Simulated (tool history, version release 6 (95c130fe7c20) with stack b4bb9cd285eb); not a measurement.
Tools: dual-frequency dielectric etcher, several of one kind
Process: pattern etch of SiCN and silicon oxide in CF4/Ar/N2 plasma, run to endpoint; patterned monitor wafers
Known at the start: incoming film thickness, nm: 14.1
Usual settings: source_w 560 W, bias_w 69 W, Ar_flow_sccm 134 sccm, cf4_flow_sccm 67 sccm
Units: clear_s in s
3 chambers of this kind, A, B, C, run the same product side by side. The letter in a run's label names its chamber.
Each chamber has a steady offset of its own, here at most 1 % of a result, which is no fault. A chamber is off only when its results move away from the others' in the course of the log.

run	hour	source_w	bias_w	Ar_flow_sccm	cf4_flow_sccm	clear_s
1B	11.7	560	69	134	67	14.484
2C	19.3	560	69	134	67	14.554
3A	25.4	560	69	134	67	14.624
4A	31.3	560	69	134	67	14.773
5B	42.7	560	69	134	67	14.451
6C	53.8	560	69	134	67	14.657
7A	65.7	560	69	134	67	14.762
8B	72.1	560	69	134	67	14.583
9C	81.1	560	69	134	67	14.468
10A	90	560	69	134	67	14.522
11C	101.9	560	54	134	67	15.748
12B	111.8	560	54	134	67	15.811
13A	119.6	560	54	134	67	16.218
14B	128	560	69	134	67	14.599
15C	136	560	69	134	67	14.577
16C	146.8	560	69	134	67	14.533
# hour 154.8: chamber B: bias power generator calibrated
17B	158.8	560	69	134	67	14.331
18A	168.7	560	69	134	67	14.373
19A	180.9	560	69	134	67	14.841
20C	191.8	560	64	103	67	14.221
21B	198.7	560	64	103	67	14.155
22A	209	560	64	103	67	14.33
# hour 212.7: chamber C: Ar flow controller replaced
23C	218.6	560	69	134	67	14.525
24B	228.1	560	69	134	67	14.292
25C	238.2	560	69	134	67	14.542
# hour 244: chamber A: CF4 flow controller replaced
26B	247.2	560	69	134	67	14.209
27A	254.6	560	69	134	67	14.495
28B	266.2	560	69	134	67	14.134
29A	274.2	560	69	134	67	14.651
30C	284.3	560	69	134	67	14.615
31C	291.9	560	69	134	67	14.552
# hour 294.7: chamber A: wet clean of the chamber
32A	301.5	560	69	134	67	14.299
33B	311.4	560	69	134	67	14.051
34A	322.6	560	69	134	67	14.373
35C	330.1	560	85	146	67	13.663
36B	338.3	560	85	146	67	13.232
37B	350.6	560	85	146	67	13.095
38A	360.5	560	69	134	67	14.562

What goes on in this fleet: one chamber off, a drifting gauge, or nothing beyond the chambers' own small offsets? Name the chamber and the cause, if any.

Chamber B drifts away from the others.
Cause: etch rate over this chamber's usual, % = 5.33.
The log may not tell that from: source power that arrives over what is set, %.

Here are 4 candidates for chamber B's next run, each the usual settings with a change, their results left as question marks. Which one brings its results back in line with what the others give on the usual settings?
In line means no further than this from the other chambers' mean on the usual settings: clear_s 0.42 s
39B-1	369.4	500	69	134	67	?
39B-2	369.4	560	83	121	74	?
39B-3	369.4	590	70	134	68	?
39B-4	369.4	530	68	135	66	?

The other chambers' mean on the usual settings: clear_s 14.551 s
run	clear_s
39B-1	15.343
39B-2	12.609
39B-3	13.157
39B-4	14.703
39B-4 brings the chamber back in line.

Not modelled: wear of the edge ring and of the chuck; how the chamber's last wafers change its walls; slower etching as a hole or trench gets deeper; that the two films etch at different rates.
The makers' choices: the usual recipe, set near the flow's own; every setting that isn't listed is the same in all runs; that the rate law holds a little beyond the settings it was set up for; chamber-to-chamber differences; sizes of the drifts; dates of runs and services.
